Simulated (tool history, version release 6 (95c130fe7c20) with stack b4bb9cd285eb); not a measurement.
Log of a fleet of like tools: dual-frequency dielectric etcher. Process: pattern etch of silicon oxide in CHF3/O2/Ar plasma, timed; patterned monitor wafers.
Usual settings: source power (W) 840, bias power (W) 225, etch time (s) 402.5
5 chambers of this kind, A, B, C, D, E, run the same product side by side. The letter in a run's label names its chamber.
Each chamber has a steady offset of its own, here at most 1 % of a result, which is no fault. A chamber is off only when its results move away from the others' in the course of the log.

run   hour  source power (W)  bias power (W)  etch time (s)  read-back reference wafer on the same gauge, depth_nm  mean etch depth across the wafer (Å)
 1A   10.1               840             225          402.5                                                 960.90                                9637.1
 2B   22.7               840             225          402.5                                                 960.80                                9713.7
 3E   32.2               840             225          402.5                                                 960.41                                9712.5
 4D   44.2               840             225          402.5                                                 960.34                                9732.3
 5C   56.3               660             225          329.5                                                 959.93                                7235.3
      59.7  -- chamber C: bias power generator calibrated
 6D   66.3               660             225          329.5                                                 959.60                                7269.6
 7C   77.1               660             225          329.5                                                 959.99                                7254.8
 8B   90.7               660             225          329.5                                                 959.10                                7281.4
 9A  102.2               660             225          329.5                                                 959.29                                7203.2
     105.5  -- chamber A: wet clean of the chamber
10E  113.7               840             225          402.5                                                 958.92                                9709.2
11D  123.5               840             225          402.5                                                 958.67                                9676.8
12A  132.2               660             184          402.5                                                 958.94                                8214.7
     133.1  -- chamber A: bias power generator calibrated
13B  139.4               660             184          402.5                                                 958.24                                8296.6
     141.3  -- chamber D: wet clean of the chamber
14E  148.5               660             184          402.5                                                 958.30                                8270.4
15C  159.2               660             184          402.5                                                 958.23                                8259.0
16A  169.3               660             184          402.5                                                 958.40                                8228.6
17E  179.7               840             225          402.5                                                 958.06                                9691.4
     185.7  -- chamber E: wet clean of the chamber
18D  191.1               840             225          402.5                                                 957.77                                9701.0
19B  203.7               840             225          402.5                                                 957.73                                9707.1
20C  211.0               840             225          402.5                                                 957.37                                9665.1
21B  218.7               840             225          402.5                                                 957.50                                9739.7
22E  225.7               840             225          402.5                                                 957.32                                9699.8
23A  238.3               840             225          402.5                                                 957.02                                9595.5
24C  247.2               840             225          402.5                                                 956.86                                9673.4
     249.5  -- chamber C: wet clean of the chamber
25D  257.4               840             225          402.5                                                 957.04                                9699.0
26E  270.8               840             225          402.5                                                 956.65                                9693.9
27D  280.0               840             225          402.5                                                 956.20                                9713.2
28C  291.0               840             276          402.5                                                 956.05                               10357.0
29B  302.0               840             276          402.5                                                 955.74                               10446.0
30A  310.5               840             276          402.5                                                 955.58                               10347.0
31D  319.2               840             276          402.5                                                 955.65                               10386.0
32C  329.1               840             276          402.5                                                 955.38                               10353.0
33B  336.9               840             225          402.5                                                 955.32                                9699.4
34A  349.3               840             225          402.5                                                 955.35                                9620.0
35E  356.6               840             225          440.0                                                 954.76                               10548.0

What goes on in this fleet: one chamber off, a drifting gauge, or nothing beyond the chambers' own small offsets? Name the chamber and the cause, if any.

The gauge drifts, so all chambers seem to drift together. No chamber is off.
Cause: gauge reads low (%) = 0.646.
